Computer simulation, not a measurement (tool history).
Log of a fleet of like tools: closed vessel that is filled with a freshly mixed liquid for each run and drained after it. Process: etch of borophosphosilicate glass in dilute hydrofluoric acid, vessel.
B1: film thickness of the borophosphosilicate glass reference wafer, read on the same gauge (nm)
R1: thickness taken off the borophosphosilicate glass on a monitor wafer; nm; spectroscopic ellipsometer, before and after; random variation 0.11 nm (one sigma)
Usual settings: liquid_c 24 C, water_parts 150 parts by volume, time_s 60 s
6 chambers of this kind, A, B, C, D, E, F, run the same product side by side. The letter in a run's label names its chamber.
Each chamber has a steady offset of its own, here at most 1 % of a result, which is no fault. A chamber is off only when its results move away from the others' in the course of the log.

run 1F hour=6.7 | liquid_c=24 water_parts=150 time_s=60 | B1=59.999 | R1=26.153
run 2B hour=15.2 | liquid_c=24 water_parts=150 time_s=60 | B1=60.018 | R1=25.927
run 3E hour=25.8 | liquid_c=24 water_parts=150 time_s=60 | B1=60.016 | R1=26.07
run 4D hour=38.2 | liquid_c=24 water_parts=150 time_s=60 | B1=59.978 | R1=26.067
run 5A hour=49.3 | liquid_c=24 water_parts=150 time_s=60 | B1=59.976 | R1=25.834
run 6C hour=61.6 | liquid_c=24 water_parts=150 time_s=60 | B1=60.008 | R1=25.909
run 7D hour=73.6 | liquid_c=24 water_parts=150 time_s=60 | B1=60.014 | R1=25.877
run 8E hour=84.5 | liquid_c=24 water_parts=150 time_s=60 | B1=60.022 | R1=26.158
run 9F hour=93.5 | liquid_c=24 water_parts=150 time_s=60 | B1=60.021 | R1=26.144
run 10B hour=106.9 | liquid_c=25.5 water_parts=150 time_s=30 | B1=59.996 | R1=13.9
run 11C hour=119.2 | liquid_c=25.5 water_parts=150 time_s=30 | B1=60.002 | R1=13.581
run 12A hour=134.7 | liquid_c=25.5 water_parts=150 time_s=30 | B1=59.984 | R1=13.679
run 13F hour=142.5 | liquid_c=25.5 water_parts=150 time_s=30 | B1=60.002 | R1=13.812
run 14D hour=158 | liquid_c=25.5 water_parts=150 time_s=30 | B1=59.997 | R1=13.797
run 15E hour=171.5 | liquid_c=25.5 water_parts=150 time_s=30 | B1=59.965 | R1=13.976
run 16B hour=185.3 | liquid_c=24 water_parts=150 time_s=60 | B1=59.989 | R1=26.056
run 17C hour=197.5 | liquid_c=24 water_parts=150 time_s=60 | B1=59.992 | R1=26.007
run 18A hour=204.7 | liquid_c=24 water_parts=150 time_s=60 | B1=60.006 | R1=26.064
run 19D hour=214.4 | liquid_c=24 water_parts=150 time_s=45 | B1=60.021 | R1=19.514
run 20A hour=222.9 | liquid_c=24 water_parts=150 time_s=45 | B1=60.013 | R1=19.498
run 21F hour=235.1 | liquid_c=24 water_parts=150 time_s=45 | B1=59.994 | R1=19.517
run 22E hour=249.2 | liquid_c=24 water_parts=150 time_s=45 | B1=59.994 | R1=19.881
run 23B hour=263.7 | liquid_c=24 water_parts=150 time_s=45 | B1=59.99 | R1=19.607
run 24C hour=276.5 | liquid_c=24 water_parts=150 time_s=45 | B1=60.006 | R1=19.442
-- hour=279.8 chamber B: hydrofluoric acid flow meter replaced
run 25A hour=287 | liquid_c=24 water_parts=150 time_s=60 | B1=59.99 | R1=26.047
run 26E hour=295.5 | liquid_c=24 water_parts=150 time_s=60 | B1=59.996 | R1=26.842
run 27B hour=306.2 | liquid_c=24 water_parts=150 time_s=60 | B1=60.014 | R1=26.052
run 28C hour=321.6 | liquid_c=24 water_parts=175 time_s=60 | B1=59.995 | R1=21.658
run 29F hour=335 | liquid_c=24 water_parts=175 time_s=60 | B1=60.018 | R1=21.912
run 30D hour=342 | liquid_c=24 water_parts=175 time_s=60 | B1=59.986 | R1=21.793
run 31B hour=352.8 | liquid_c=24 water_parts=175 time_s=60 | B1=60.016 | R1=21.747
run 32E hour=367 | liquid_c=24 water_parts=175 time_s=60 | B1=60.013 | R1=22.577
run 33D hour=375.2 | liquid_c=24 water_parts=175 time_s=60 | B1=60.019 | R1=21.657
run 34A hour=382.1 | liquid_c=24 water_parts=150 time_s=60 | B1=60.001 | R1=26.084
run 35C hour=389.8 | liquid_c=24 water_parts=150 time_s=30 | B1=59.989 | R1=12.886
run 36F hour=400.5 | liquid_c=24 water_parts=150 time_s=30 | B1=59.992 | R1=13.181
run 37E hour=411.3 | liquid_c=24 water_parts=150 time_s=30 | B1=59.991 | R1=13.608

Next, every chamber runs the same settings. What will each give?
run 38A hour=422.3 | liquid_c=24 water_parts=150 time_s=80 | R1=?
run 38B hour=422.3 | liquid_c=24 water_parts=150 time_s=80 | R1=?
run 38C hour=422.3 | liquid_c=24 water_parts=150 time_s=80 | R1=?
run 38D hour=422.3 | liquid_c=24 water_parts=150 time_s=80 | R1=?
run 38E hour=422.3 | liquid_c=24 water_parts=150 time_s=80 | R1=?
run 38F hour=422.3 | liquid_c=24 water_parts=150 time_s=80 | R1=?

run=38A R1=34.646
run=38B R1=34.69
run=38C R1=34.251
run=38D R1=34.814
run=38E R1=36.091
run=38F R1=34.992

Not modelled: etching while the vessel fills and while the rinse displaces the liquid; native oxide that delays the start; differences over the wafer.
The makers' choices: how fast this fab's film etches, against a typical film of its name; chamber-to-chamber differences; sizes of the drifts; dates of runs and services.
